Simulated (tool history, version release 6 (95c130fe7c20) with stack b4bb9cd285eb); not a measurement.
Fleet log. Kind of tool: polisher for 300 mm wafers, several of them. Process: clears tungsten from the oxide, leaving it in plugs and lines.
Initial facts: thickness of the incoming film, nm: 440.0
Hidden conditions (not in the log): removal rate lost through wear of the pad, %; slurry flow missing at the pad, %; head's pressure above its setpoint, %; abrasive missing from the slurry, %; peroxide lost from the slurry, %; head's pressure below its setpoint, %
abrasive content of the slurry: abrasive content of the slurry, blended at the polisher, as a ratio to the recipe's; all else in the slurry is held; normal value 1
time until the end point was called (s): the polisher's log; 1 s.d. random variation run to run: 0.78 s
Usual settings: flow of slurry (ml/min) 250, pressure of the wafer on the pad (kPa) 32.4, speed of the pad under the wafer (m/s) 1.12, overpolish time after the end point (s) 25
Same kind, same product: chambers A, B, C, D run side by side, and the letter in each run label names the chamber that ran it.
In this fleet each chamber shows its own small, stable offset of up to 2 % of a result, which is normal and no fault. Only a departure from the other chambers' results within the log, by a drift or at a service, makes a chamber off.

run,hour,flow of slurry (ml/min),pressure of the wafer on the pad (kPa),speed of the pad under the wafer (m/s),abrasive content of the slurry,overpolish time after the end point (s),wafers polished on this pad,hours since the slurry nozzle was cleaned,hours since the head pressure was calibrated,hours since the slurry blender was calibrated,hours since the slurry got fresh peroxide,time until the end point was called (s)
1D,9.1,250,32.4,1.12,1,25,803,627.4,452.9,22.5,86.7,62.987
# hour 11.5: chamber C: slurry tank refilled with fresh slurry and peroxide
2C,16.1,250,32.4,1.12,1,25,544,334.3,839.8,27.1,4.7,63.206
# hour 17.3: chamber D: slurry tank refilled with fresh slurry and peroxide
3B,23.6,250,32.4,1.12,1,25,928,423.6,168.9,39.5,88.4,62.06
4A,31.5,250,32.4,1.12,1,25,442,95.4,271.2,98,74.4,63.657
# hour 31.7: chamber C: worn pad replaced by a new one
# hour 34.7: chamber B: worn pad replaced by a new one
5D,40,250,32.4,1.12,1,25,1094,658.3,483.8,53.4,22.7,63.913
# hour 42.8: chamber D: worn pad replaced by a new one
6C,46.3,250,32.4,1.12,1,25,138,364.5,870,57.3,34.9,63.453
7A,53.4,250,32.4,1.26,1,25,649,117.3,293.1,119.9,96.3,55.783
# hour 54.8: chamber C: slurry nozzle cleaned
8B,58.1,250,32.4,1.26,1,25,221,458.1,203.4,74,122.9,54.41
9A,66.9,250,32.4,1.26,1,25,776,130.8,306.6,133.4,109.8,55.093
10B,75.5,250,32.4,1.26,1,25,385,475.5,220.8,91.4,140.3,55.641
# hour 80.6: chamber C: head pressure recalibrated
11D,80.6,250,32.4,1.12,1,25,357,698.9,524.4,94,63.3,63.907
# hour 89.2: chamber A: head pressure recalibrated
12C,89.6,250,32.4,1.12,1,25,547,34.9,9,100.6,78.2,60.608
# hour 94.2: chamber B: slurry blender recalibrated
13D,95.9,250,32.4,1.12,1,30,501,714.2,539.7,109.3,78.6,63.768
14A,101.7,250,32.4,1.12,1,30,1104,165.6,12.5,168.2,144.6,64.192
# hour 103.4: chamber A: worn pad replaced by a new one
15C,107,250,32.4,1.12,1,30,711,52.3,26.4,118,95.6,63.073
# hour 111.1: chamber C: worn pad replaced by a new one
# hour 111.4: chamber C: slurry blender recalibrated
16B,116.2,250,32.4,1.12,1,30,769,516.2,261.5,22.1,181,63.935
17A,122,250,32.4,1.12,1,25,175,185.9,32.8,188.5,164.9,63.614
18D,130.7,250,32.4,1.12,1,25,829,749,574.5,144.1,113.4,63.402
# hour 135.2: chamber D: slurry tank refilled with fresh slurry and peroxide
19C,138.8,250,32.4,1.12,1,25,262,84.1,58.2,27.4,127.4,61.825
20B,142.8,250,32.4,1.12,0.85,25,1020,542.8,288.1,48.7,207.6,67.888
# hour 143.6: chamber D: worn pad replaced by a new one
# hour 143.6: chamber D: slurry nozzle cleaned
21D,147.3,250,32.4,1.12,0.85,25,35,3.7,591.1,160.7,12.1,65.488
22C,152.1,250,32.4,1.12,0.85,25,387,97.4,71.5,40.7,140.7,64.303
# hour 157.3: chamber A: slurry blender recalibrated
23B,158.6,250,32.4,1.12,0.85,25,1169,558.6,303.9,64.5,223.4,65.858
24A,167.6,250,32.4,1.12,1,25,605,231.5,78.4,10.4,210.5,62.156
# hour 171.9: chamber B: worn pad replaced by a new one
25C,175.8,250,32.4,1.12,1,25,611,121.1,95.2,64.4,164.4,63.139
# hour 178.2: chamber A: slurry tank refilled with fresh slurry and peroxide
26B,184.9,250,32.4,1.12,1,18,123,584.9,330.2,90.8,249.7,65.727
# hour 188.2: chamber C: slurry tank refilled with fresh slurry and peroxide
# hour 189.3: chamber C: worn pad replaced by a new one
# hour 191: chamber B: slurry blender recalibrated
27D,193,250,32.4,1.12,1,18,466,49.4,636.8,206.4,57.8,64.344
# hour 198.1: chamber B: slurry nozzle cleaned
28A,201.6,250,32.4,1.12,1,18,926,265.5,112.4,44.4,23.4,63.208
# hour 206.8: chamber A: slurry nozzle cleaned
29B,207.5,250,32.4,1.12,1,18,336,9.5,352.8,16.6,272.3,66.429
30A,213.7,250,32.4,1.12,1,25,1040,7,124.5,56.5,35.5,63.449
31D,218,250,32.4,1.12,1,25,702,74.4,661.8,231.4,82.8,63.925
# hour 219: chamber A: worn pad replaced by a new one
# hour 224.1: chamber C: slurry blender recalibrated
32C,225.8,250,32.4,1.12,1,25,345,171.1,145.2,1.7,37.6,62.054
33B,231.7,250,32.4,1.12,1,25,564,33.7,377,40.8,296.5,67.594
34A,240.2,250,32.4,1.12,1,35,200,33.5,151,83,62,62.897
35D,248.2,250,32.4,1.12,1,35,987,104.6,692,261.6,113,64.258
# hour 256.4: chamber D: slurry tank refilled with fresh slurry and peroxide
36C,257.2,250,32.4,1.12,1,35,641,202.5,176.6,33.1,69,63.541
# hour 258.7: chamber D: worn pad replaced by a new one
37A,262.5,250,32.4,1.12,1,35,410,55.8,173.3,105.3,84.3,64.484
# hour 269: chamber C: worn pad replaced by a new one
38B,271.2,250,32.4,1.12,1,25,937,73.2,416.5,80.3,336,70.234
39C,275.7,250,32.4,1.12,1,25,63,221,195.1,51.6,87.5,62.343
# hour 279.1: chamber B: worn pad replaced by a new one
40D,282.7,250,32.4,1.12,1,25,227,139.1,726.5,296.1,26.4,64.249
# hour 282.8: chamber B: slurry blender recalibrated
41A,288.6,250,32.4,1.12,1,25,656,81.9,199.4,131.4,110.4,64.099
42B,292.8,250,32.4,1.12,1,25,129,94.8,438.1,10,357.6,72.93
43D,297.7,250,32.4,1.12,1,25,368,154.1,741.5,311.1,41.4,62.806

For the next run the whole fleet of 4 chambers uses the same settings. Give each chamber's results:
44A,304.3,250,32.4,1.12,1,25,,,,,,?
44B,304.3,250,32.4,1.12,1,25,,,,,,?
44C,304.3,250,32.4,1.12,1,25,,,,,,?
44D,304.3,250,32.4,1.12,1,25,,,,,,?

run,time until the end point was called (s)
44A,64.325
44B,71.791
44C,61.97
44D,63.303
